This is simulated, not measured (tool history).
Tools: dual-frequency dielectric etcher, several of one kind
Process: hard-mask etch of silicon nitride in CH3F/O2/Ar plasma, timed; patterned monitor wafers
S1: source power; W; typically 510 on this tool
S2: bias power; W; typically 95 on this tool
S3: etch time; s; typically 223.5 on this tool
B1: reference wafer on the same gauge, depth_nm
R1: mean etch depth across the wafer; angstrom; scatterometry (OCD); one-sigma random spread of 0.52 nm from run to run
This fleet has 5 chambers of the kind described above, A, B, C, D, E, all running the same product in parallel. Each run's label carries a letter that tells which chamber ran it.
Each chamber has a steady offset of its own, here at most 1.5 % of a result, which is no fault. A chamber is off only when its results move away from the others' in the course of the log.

{"run": "1A", "hour": 4.5, "S1": 510, "S2": 95, "S3": 223.5, "B1": 180.1, "R1": 1898}
{"run": "2B", "hour": 11.3, "S1": 510, "S2": 95, "S3": 223.5, "B1": 180, "R1": 1879.6}
{"run": "3E", "hour": 14.5, "S1": 510, "S2": 95, "S3": 223.5, "B1": 180.04, "R1": 1917.4}
{"run": "4D", "hour": 18.0, "S1": 510, "S2": 95, "S3": 223.5, "B1": 180.01, "R1": 1903.8}
{"run": "5C", "hour": 23.1, "S1": 510, "S2": 95, "S3": 223.5, "B1": 180.07, "R1": 1879.6}
{"run": "6B", "hour": 26.8, "S1": 510, "S2": 95, "S3": 223.5, "B1": 179.92, "R1": 1874}
{"hour": 30.1, "done": "chamber B: wet clean of the chamber"}
{"run": "7D", "hour": 32.1, "S1": 510, "S2": 95, "S3": 223.5, "B1": 179.91, "R1": 1899.3}
{"run": "8C", "hour": 36.1, "S1": 510, "S2": 95, "S3": 223.5, "B1": 179.98, "R1": 1874}
{"run": "9E", "hour": 40.8, "S1": 510, "S2": 95, "S3": 223.5, "B1": 180.13, "R1": 1924.6}
{"run": "10A", "hour": 47.8, "S1": 510, "S2": 95, "S3": 223.5, "B1": 180, "R1": 1889.3}
{"run": "11C", "hour": 54.5, "S1": 510, "S2": 95, "S3": 223.5, "B1": 179.95, "R1": 1868.1}
{"run": "12E", "hour": 58.6, "S1": 510, "S2": 108, "S3": 223.5, "B1": 179.96, "R1": 2009.8}
{"run": "13A", "hour": 62.5, "S1": 510, "S2": 108, "S3": 223.5, "B1": 179.99, "R1": 1986.6}
{"run": "14B", "hour": 68.3, "S1": 510, "S2": 108, "S3": 223.5, "B1": 179.87, "R1": 1958.9}
{"run": "15D", "hour": 71.6, "S1": 510, "S2": 108, "S3": 223.5, "B1": 180.18, "R1": 1992.4}
{"run": "16A", "hour": 77.9, "S1": 510, "S2": 108, "S3": 223.5, "B1": 179.97, "R1": 1982.3}
{"run": "17B", "hour": 83.9, "S1": 510, "S2": 95, "S3": 223.5, "B1": 179.92, "R1": 1882.4}
{"run": "18E", "hour": 88.0, "S1": 510, "S2": 95, "S3": 223.5, "B1": 180.02, "R1": 1910.2}
{"run": "19D", "hour": 93.4, "S1": 510, "S2": 95, "S3": 266, "B1": 180.03, "R1": 2264.2}
{"run": "20C", "hour": 96.6, "S1": 510, "S2": 95, "S3": 266, "B1": 180.03, "R1": 2223.6}
{"run": "21D", "hour": 99.9, "S1": 510, "S2": 95, "S3": 266, "B1": 179.97, "R1": 2255.8}
{"run": "22B", "hour": 103.9, "S1": 510, "S2": 95, "S3": 266, "B1": 180.04, "R1": 2245.3}
{"run": "23C", "hour": 109.5, "S1": 510, "S2": 95, "S3": 266, "B1": 179.92, "R1": 2234.8}
{"run": "24E", "hour": 115.5, "S1": 510, "S2": 95, "S3": 223.5, "B1": 180.02, "R1": 1913}
{"run": "25A", "hour": 119.8, "S1": 510, "S2": 95, "S3": 223.5, "B1": 180, "R1": 1863.6}
{"run": "26E", "hour": 124.4, "S1": 510, "S2": 95, "S3": 223.5, "B1": 180.02, "R1": 1910.7}
{"run": "27B", "hour": 129.7, "S1": 510, "S2": 95, "S3": 223.5, "B1": 180.09, "R1": 1884.8}
{"hour": 133.0, "done": "chamber E: wet clean of the chamber"}
{"run": "28D", "hour": 133.5, "S1": 510, "S2": 95, "S3": 223.5, "B1": 179.95, "R1": 1904.1}
{"run": "29C", "hour": 136.6, "S1": 510, "S2": 95, "S3": 223.5, "B1": 179.94, "R1": 1877.5}
{"run": "30A", "hour": 142.0, "S1": 570, "S2": 95, "S3": 177.5, "B1": 179.89, "R1": 1544.1}
{"run": "31D", "hour": 146.7, "S1": 570, "S2": 95, "S3": 177.5, "B1": 179.93, "R1": 1568.8}
{"run": "32C", "hour": 151.1, "S1": 570, "S2": 95, "S3": 177.5, "B1": 180.03, "R1": 1555.3}
{"run": "33E", "hour": 154.8, "S1": 570, "S2": 95, "S3": 177.5, "B1": 180.05, "R1": 1589.7}
{"run": "34B", "hour": 159.1, "S1": 570, "S2": 95, "S3": 177.5, "B1": 180.06, "R1": 1556.8}
{"run": "35A", "hour": 164.2, "S1": 600, "S2": 81, "S3": 223.5, "B1": 180.1, "R1": 1861.4}
{"run": "36A", "hour": 168.0, "S1": 600, "S2": 81, "S3": 223.5, "B1": 179.95, "R1": 1857.6}
{"run": "37C", "hour": 172.9, "S1": 600, "S2": 81, "S3": 223.5, "B1": 179.89, "R1": 1888.2}
{"hour": 174.8, "done": "chamber D: source power generator calibrated"}
{"run": "38E", "hour": 180.1, "S1": 600, "S2": 81, "S3": 223.5, "B1": 180.2, "R1": 1931.6}
{"run": "39B", "hour": 184.1, "S1": 600, "S2": 81, "S3": 223.5, "B1": 179.98, "R1": 1893.6}
{"run": "40D", "hour": 187.7, "S1": 510, "S2": 103, "S3": 223.5, "B1": 180.07, "R1": 1945.6}
{"run": "41A", "hour": 191.8, "S1": 510, "S2": 103, "S3": 223.5, "B1": 180.11, "R1": 1882.4}

All 5 chambers run these settings next. Forecast each chamber's results:
{"run": "42A", "hour": 197.0, "S1": 510, "S2": 95, "S3": 223.5, "R1": "?"}
{"run": "42B", "hour": 197.0, "S1": 510, "S2": 95, "S3": 223.5, "R1": "?"}
{"run": "42C", "hour": 197.0, "S1": 510, "S2": 95, "S3": 223.5, "R1": "?"}
{"run": "42D", "hour": 197.0, "S1": 510, "S2": 95, "S3": 223.5, "R1": "?"}
{"run": "42E", "hour": 197.0, "S1": 510, "S2": 95, "S3": 223.5, "R1": "?"}

run=42A R1=1834.1
run=42B R1=1877.5
run=42C R1=1880.6
run=42D R1=1903
run=42E R1=1927
